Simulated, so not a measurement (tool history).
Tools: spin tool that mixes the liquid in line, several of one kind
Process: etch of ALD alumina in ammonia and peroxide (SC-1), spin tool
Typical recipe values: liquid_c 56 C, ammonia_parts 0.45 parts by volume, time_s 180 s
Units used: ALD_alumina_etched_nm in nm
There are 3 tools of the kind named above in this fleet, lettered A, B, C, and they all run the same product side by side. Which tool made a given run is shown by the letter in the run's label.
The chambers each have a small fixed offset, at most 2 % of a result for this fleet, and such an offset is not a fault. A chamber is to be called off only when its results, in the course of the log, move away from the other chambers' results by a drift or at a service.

| run | hour | liquid_c | ammonia_parts | time_s | read-back film thickness of the ALD alumina reference wafer, read on the same gauge (nm) | ALD_alumina_etched_nm |
|---|---|---|---|---|---|---|
| 1B | 8 | 56 | 0.45 | 180 | 50.032 | 11.085 |
| 2C | 12.8 | 56 | 0.45 | 180 | 50.047 | 11.162 |
| 3A | 18.3 | 56 | 0.45 | 180 | 50.008 | 10.853 |
| 4C | 25.5 | 56 | 0.45 | 180 | 49.963 | 11.14 |
|  | 27.9 | chamber A: new drum of ammonia solution connected |
| 5B | 33 | 56 | 0.4 | 125 | 49.975 | 7.5969 |
| 6A | 39.1 | 56 | 0.4 | 125 | 49.999 | 7.5649 |
| 7C | 43.5 | 56 | 0.4 | 125 | 49.945 | 7.6829 |
| 8A | 50.5 | 62.5 | 0.45 | 115 | 50.02 | 9.8327 |
| 9B | 56.6 | 62.5 | 0.45 | 115 | 49.971 | 9.7942 |
| 10B | 62.9 | 62.5 | 0.45 | 115 | 49.977 | 9.9134 |
| 11A | 69 | 56 | 0.45 | 180 | 50.001 | 10.858 |
| 12C | 73.6 | 56 | 0.45 | 180 | 49.968 | 11.23 |
| 13B | 78.6 | 56 | 0.45 | 180 | 49.953 | 11.12 |
| 14C | 84.5 | 65.5 | 0.35 | 180 | 50.036 | 17.629 |
| 15A | 88.7 | 65.5 | 0.35 | 180 | 50.011 | 17.557 |
| 16B | 97.5 | 65.5 | 0.35 | 180 | 50.016 | 17.43 |
| 17C | 103.3 | 56 | 0.45 | 180 | 49.996 | 11.2 |
|  | 108.6 | chamber B: ammonia flow meter replaced |
| 18A | 110 | 56 | 0.45 | 180 | 49.988 | 10.966 |
| 19B | 115.1 | 65.5 | 0.55 | 180 | 49.975 | 17.898 |
| 20C | 119.2 | 65.5 | 0.55 | 180 | 50.058 | 18.411 |
| 21A | 127.3 | 65.5 | 0.55 | 180 | 50.009 | 18.283 |
| 22C | 136.1 | 56 | 0.45 | 180 | 49.963 | 11.299 |
| 23B | 140.6 | 56 | 0.25 | 180 | 50.008 | 10.202 |
| 24A | 145.4 | 56 | 0.25 | 180 | 50.026 | 10.327 |
| 25B | 149.5 | 56 | 0.25 | 180 | 49.997 | 10.277 |
| 26A | 153.6 | 62 | 0.45 | 255 | 49.997 | 21.315 |
| 27C | 161 | 62 | 0.45 | 255 | 50.033 | 21.517 |
| 28B | 169.6 | 62 | 0.45 | 255 | 49.995 | 20.601 |
| 29A | 177.4 | 56 | 0.45 | 180 | 49.995 | 10.897 |
|  | 180 | chamber B: new drum of ammonia solution connected |
| 30C | 185.4 | 56 | 0.45 | 180 | 50.013 | 11.139 |
| 31B | 192.8 | 56 | 0.45 | 180 | 50.035 | 10.627 |
| 32C | 200.3 | 56 | 0.45 | 180 | 49.989 | 11.279 |
| 33A | 204.7 | 56 | 0.45 | 180 | 49.983 | 10.971 |
| 34C | 211.4 | 63.5 | 0.45 | 275 | 49.938 | 24.926 |
| 35B | 217 | 63.5 | 0.45 | 275 | 50.054 | 23.371 |
| 36A | 221 | 63.5 | 0.45 | 275 | 49.975 | 24.83 |
| 37B | 226.8 | 56 | 0.45 | 180 | 49.971 | 10.348 |
| 38C | 233.1 | 56 | 0.45 | 180 | 49.993 | 11.121 |
| 39A | 240.9 | 56 | 0.45 | 180 | 50.004 | 11.019 |

Which is it: a chamber that has drifted or been left off by a service, a gauge drift common to all chambers, or only each chamber's usual small offset? If a chamber is off, name it and its likeliest cause.

Chamber B drifts away from the others.
Cause: temperature lost on the way to the wafer (K) = 1.4.
The log may not separate it from: liquid colder than its thermometer reads (K).

Chamber B could run next with any of the 4 candidate recipes listed below; each alters the usual settings, and their results appear as question marks. Which one brings its results back in line with what the other chambers deliver on the usual settings?
Maximum distance from the other chambers' mean on the usual settings for a result to count as in line: ALD_alumina_etched_nm 0.21 nm
| 40B-1 | 247.3 | 56 | 0.3 | 180 |  | ? |
| 40B-2 | 247.3 | 54.5 | 0.45 | 180 |  | ? |
| 40B-3 | 247.3 | 56 | 0.45 | 195 |  | ? |
| 40B-4 | 247.3 | 56 | 0.45 | 185 |  | ? |

What the other chambers average on the usual settings: ALD_alumina_etched_nm 11.074 nm
| run | ALD_alumina_etched_nm |
|---|---|
| 40B-1 | 9.9083 |
| 40B-2 | 9.5065 |
| 40B-3 | 11.154 |
| 40B-4 | 10.582 |
40B-3 brings the chamber back in line.
